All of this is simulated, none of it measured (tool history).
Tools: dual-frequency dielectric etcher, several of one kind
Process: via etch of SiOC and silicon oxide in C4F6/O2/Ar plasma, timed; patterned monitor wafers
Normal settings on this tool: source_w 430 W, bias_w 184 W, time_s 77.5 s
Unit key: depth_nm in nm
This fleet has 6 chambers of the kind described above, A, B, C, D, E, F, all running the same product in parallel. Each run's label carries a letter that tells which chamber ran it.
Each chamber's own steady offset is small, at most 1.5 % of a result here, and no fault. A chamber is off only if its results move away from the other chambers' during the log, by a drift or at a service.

run,day,source_w,bias_w,time_s,hours since the last wet clean,hours since the last source power generator calibration,hours since the last bias power generator calibration,"read-back reference wafer on the same gauge, depth_nm",depth_nm
1C,0.254,430,184,77.5,333.5,3681.4,1371.1,91.679,89.422
2A,0.612,430,184,77.5,113.1,211.7,1118.4,91.710,89.892
3E,1.000,430,184,77.5,348.5,307.3,3410.7,91.645,89.292
4D,1.317,430,184,77.5,169.0,1685.7,930.1,91.676,90.105
# day 1.471: chamber D: source power generator calibrated
5B,1.733,430,184,77.5,66.2,2560.8,3665.7,91.659,90.967
6F,2.225,430,184,77.5,275.9,2867.2,3942.9,91.613,91.790
# day 2.329: chamber F: source power generator calibrated
7A,2.512,430,184,77.5,158.7,257.3,1164.0,91.559,90.015
8B,2.821,430,184,88.5,92.3,2586.9,3691.8,91.602,103.870
9D,3.296,430,184,88.5,216.5,43.9,977.6,91.566,103.090
10E,3.783,430,184,88.5,415.3,374.1,3477.5,91.546,101.960
# day 3.950: chamber C: wet clean of the chamber
11C,4.058,430,184,88.5,2.6,3772.7,1462.4,91.523,101.800
12F,4.521,430,184,88.5,331.0,52.7,3998.0,91.535,104.510
# day 4.862: chamber F: bias power generator calibrated
13F,4.958,430,184,88.5,341.5,63.2,2.3,91.530,104.220
14D,5.271,510,206,77.5,263.9,91.3,1025.0,91.462,99.633
15A,5.642,510,206,77.5,233.8,332.4,1239.1,91.469,99.512
# day 6.054: chamber F: wet clean of the chamber
16C,6.138,510,206,77.5,52.5,3822.6,1512.3,91.486,98.726
17B,6.458,510,206,77.5,179.6,2674.2,3779.1,91.457,100.750
18E,6.838,510,206,77.5,488.6,447.4,3550.8,91.467,99.192
19E,7.312,510,206,77.5,500.0,458.8,3562.2,91.399,98.950
20F,7.554,430,184,77.5,36.1,125.5,64.6,91.385,91.411
# day 7.579: chamber B: bias power generator calibrated
# day 7.654: chamber E: wet clean of the chamber
21B,7.925,430,212,64.0,214.8,2709.4,8.3,91.440,78.201
22C,8.217,430,212,64.0,102.4,3872.5,1562.2,91.370,77.062
23D,8.729,430,212,64.0,346.9,174.3,1108.0,91.403,77.669
24A,9.196,430,212,64.0,319.1,417.7,1324.4,91.345,77.388
25E,9.500,430,212,64.0,44.3,511.3,3614.7,91.346,77.174
# day 9.696: chamber D: wet clean of the chamber
# day 9.708: chamber A: wet clean of the chamber
26C,10.004,430,212,64.0,145.3,3915.4,1605.1,91.310,76.953
27D,10.396,430,184,77.5,16.8,214.3,1148.0,91.261,89.936
28B,10.850,430,184,77.5,285.0,2779.6,78.5,91.309,90.359
29F,11.129,430,184,77.5,121.9,211.3,150.4,91.314,91.074
30A,11.562,520,228,77.5,44.5,474.5,1381.2,91.284,102.930
31D,12.079,520,228,77.5,57.2,254.7,1188.4,91.278,103.600
32F,12.467,520,228,77.5,154.0,243.4,182.5,91.202,105.100
33E,12.750,520,228,77.5,122.3,589.3,3692.7,91.251,103.040
34A,13.225,520,228,77.5,84.4,514.4,1421.1,91.223,103.140
35C,13.592,520,228,77.5,231.4,4001.5,1691.2,91.198,102.810
36B,13.900,430,184,77.5,358.2,2852.8,151.7,91.222,90.525
37F,14.233,500,152,77.5,196.4,285.8,224.9,91.135,90.823
38A,14.746,500,152,77.5,120.9,550.9,1457.6,91.136,89.100
39E,15.183,500,152,77.5,180.7,647.7,3751.1,91.147,89.133
40C,15.429,500,152,77.5,275.5,4045.6,1735.3,91.139,88.700
41D,15.846,500,152,77.5,147.6,345.1,1278.8,91.105,89.751
42B,16.262,500,152,77.5,414.9,2909.5,208.4,91.098,90.155
43A,16.604,430,184,77.5,165.5,595.5,1502.2,91.080,89.485

For the next run the whole fleet of 6 chambers uses the same settings. Give each chamber's results:
44A,16.979,370,184,77.5,,,,,?
44B,16.979,370,184,77.5,,,,,?
44C,16.979,370,184,77.5,,,,,?
44D,16.979,370,184,77.5,,,,,?
44E,16.979,370,184,77.5,,,,,?
44F,16.979,370,184,77.5,,,,,?

run,depth_nm
44A,84.512
44B,85.094
44C,83.839
44D,84.391
44E,83.798
44F,85.825
